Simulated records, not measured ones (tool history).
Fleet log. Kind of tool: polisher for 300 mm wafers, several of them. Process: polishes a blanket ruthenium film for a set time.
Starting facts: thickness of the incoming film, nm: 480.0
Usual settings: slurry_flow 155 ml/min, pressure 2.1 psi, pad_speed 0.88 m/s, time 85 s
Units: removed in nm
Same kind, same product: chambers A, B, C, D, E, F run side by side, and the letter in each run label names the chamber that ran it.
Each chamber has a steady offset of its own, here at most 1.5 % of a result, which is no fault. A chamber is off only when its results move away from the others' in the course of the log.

run 1D hour=10.3 | slurry_flow=155 pressure=2.1 pad_speed=0.88 time=85 | removed=79.975
-- hour=11.5 chamber B: worn pad replaced by a new one
run 2E hour=22.0 | slurry_flow=155 pressure=2.1 pad_speed=0.88 time=85 | removed=80.763
-- hour=33.6 chamber C: worn pad replaced by a new one
run 3C hour=33.6 | slurry_flow=155 pressure=2.1 pad_speed=0.88 time=85 | removed=81.966
-- hour=37.9 chamber E: worn pad replaced by a new one
run 4B hour=44.3 | slurry_flow=155 pressure=2.1 pad_speed=0.88 time=85 | removed=80.293
-- hour=46.0 chamber D: worn pad replaced by a new one
-- hour=48.6 chamber F: worn pad replaced by a new one
run 5F hour=52.6 | slurry_flow=155 pressure=2.1 pad_speed=0.88 time=85 | removed=81.951
-- hour=52.7 chamber B: slurry nozzle cleaned
-- hour=57.1 chamber F: slurry nozzle cleaned
run 6A hour=62.3 | slurry_flow=155 pressure=2.1 pad_speed=0.88 time=85 | removed=78.346
run 7F hour=68.4 | slurry_flow=155 pressure=2.1 pad_speed=0.88 time=85 | removed=80.886
run 8D hour=75.0 | slurry_flow=155 pressure=2.5 pad_speed=0.88 time=99 | removed=109.780
-- hour=84.3 chamber B: worn pad replaced by a new one
run 9A hour=86.2 | slurry_flow=155 pressure=2.5 pad_speed=0.88 time=99 | removed=109.070
run 10E hour=96.8 | slurry_flow=155 pressure=2.5 pad_speed=0.88 time=99 | removed=111.460
run 11C hour=103.5 | slurry_flow=155 pressure=2.5 pad_speed=0.88 time=99 | removed=112.360
run 12B hour=111.6 | slurry_flow=155 pressure=2.5 pad_speed=0.88 time=99 | removed=110.630
-- hour=115.2 chamber E: worn pad replaced by a new one
run 13D hour=118.7 | slurry_flow=155 pressure=2.5 pad_speed=0.88 time=99 | removed=111.140
run 14B hour=129.2 | slurry_flow=155 pressure=2.1 pad_speed=0.88 time=85 | removed=79.532
-- hour=130.0 chamber C: worn pad replaced by a new one
run 15E hour=140.9 | slurry_flow=155 pressure=2.1 pad_speed=0.88 time=85 | removed=80.764
run 16F hour=153.0 | slurry_flow=155 pressure=2.1 pad_speed=0.88 time=85 | removed=80.865
-- hour=155.8 chamber D: slurry nozzle cleaned
run 17A hour=159.2 | slurry_flow=155 pressure=2.1 pad_speed=0.88 time=85 | removed=77.709
-- hour=159.5 chamber F: worn pad replaced by a new one
-- hour=164.1 chamber D: worn pad replaced by a new one
-- hour=164.4 chamber B: worn pad replaced by a new one
run 18C hour=170.6 | slurry_flow=155 pressure=2.1 pad_speed=0.88 time=85 | removed=81.534
run 19F hour=179.9 | slurry_flow=155 pressure=2.1 pad_speed=0.88 time=85 | removed=82.195
run 20C hour=190.7 | slurry_flow=155 pressure=2.1 pad_speed=0.88 time=85 | removed=81.854
-- hour=193.5 chamber E: worn pad replaced by a new one
run 21D hour=197.0 | slurry_flow=155 pressure=2.1 pad_speed=0.66 time=85 | removed=60.208
-- hour=203.0 chamber A: slurry nozzle cleaned
run 22E hour=207.9 | slurry_flow=155 pressure=2.1 pad_speed=0.66 time=85 | removed=60.042
-- hour=210.1 chamber C: worn pad replaced by a new one
run 23B hour=213.5 | slurry_flow=155 pressure=2.1 pad_speed=0.66 time=85 | removed=60.130
run 24A hour=223.4 | slurry_flow=155 pressure=2.1 pad_speed=0.66 time=85 | removed=57.105
run 25C hour=234.0 | slurry_flow=155 pressure=2.1 pad_speed=0.66 time=85 | removed=61.104
-- hour=239.6 chamber B: worn pad replaced by a new one
run 26E hour=242.5 | slurry_flow=155 pressure=2.1 pad_speed=0.66 time=85 | removed=60.741
-- hour=247.0 chamber F: worn pad replaced by a new one
run 27B hour=248.6 | slurry_flow=155 pressure=2.1 pad_speed=0.88 time=85 | removed=80.826
-- hour=256.4 chamber E: worn pad replaced by a new one
-- hour=257.4 chamber D: worn pad replaced by a new one
run 28A hour=259.8 | slurry_flow=155 pressure=2.1 pad_speed=0.88 time=85 | removed=75.881
run 29D hour=271.0 | slurry_flow=155 pressure=2.1 pad_speed=0.88 time=67 | removed=64.047
run 30F hour=278.5 | slurry_flow=155 pressure=2.1 pad_speed=0.88 time=67 | removed=63.602
run 31B hour=285.0 | slurry_flow=155 pressure=2.1 pad_speed=0.88 time=67 | removed=63.242
run 32D hour=296.7 | slurry_flow=155 pressure=2.1 pad_speed=0.88 time=67 | removed=63.136
-- hour=303.4 chamber C: worn pad replaced by a new one
run 33F hour=307.6 | slurry_flow=155 pressure=2.1 pad_speed=0.88 time=67 | removed=64.214
run 34A hour=315.9 | slurry_flow=155 pressure=2.1 pad_speed=0.88 time=67 | removed=59.874
-- hour=316.6 chamber F: slurry nozzle cleaned
run 35C hour=321.9 | slurry_flow=155 pressure=2.1 pad_speed=0.88 time=85 | removed=81.444
-- hour=325.0 chamber E: worn pad replaced by a new one
-- hour=326.7 chamber B: worn pad replaced by a new one
run 36E hour=332.9 | slurry_flow=155 pressure=2.1 pad_speed=0.88 time=85 | removed=80.289
-- hour=340.9 chamber A: head pressure recalibrated
run 37B hour=343.8 | slurry_flow=155 pressure=2.1 pad_speed=0.88 time=85 | removed=79.457
run 38A hour=349.3 | slurry_flow=155 pressure=2.1 pad_speed=0.88 time=85 | removed=75.259
-- hour=353.4 chamber F: worn pad replaced by a new one
run 39C hour=355.0 | slurry_flow=155 pressure=2.1 pad_speed=0.88 time=85 | removed=81.681
run 40F hour=365.5 | slurry_flow=155 pressure=2.1 pad_speed=0.88 time=85 | removed=80.781

All 6 chambers run these settings next. Forecast each chamber's results:
run 41A hour=374.5 | slurry_flow=155 pressure=2.1 pad_speed=1.06 time=85 | removed=?
run 41B hour=374.5 | slurry_flow=155 pressure=2.1 pad_speed=1.06 time=85 | removed=?
run 41C hour=374.5 | slurry_flow=155 pressure=2.1 pad_speed=1.06 time=85 | removed=?
run 41D hour=374.5 | slurry_flow=155 pressure=2.1 pad_speed=1.06 time=85 | removed=?
run 41E hour=374.5 | slurry_flow=155 pressure=2.1 pad_speed=1.06 time=85 | removed=?
run 41F hour=374.5 | slurry_flow=155 pressure=2.1 pad_speed=1.06 time=85 | removed=?

run=41A removed=90.148
run=41B removed=95.980
run=41C removed=97.564
run=41D removed=95.931
run=41E removed=96.747
run=41F removed=97.120
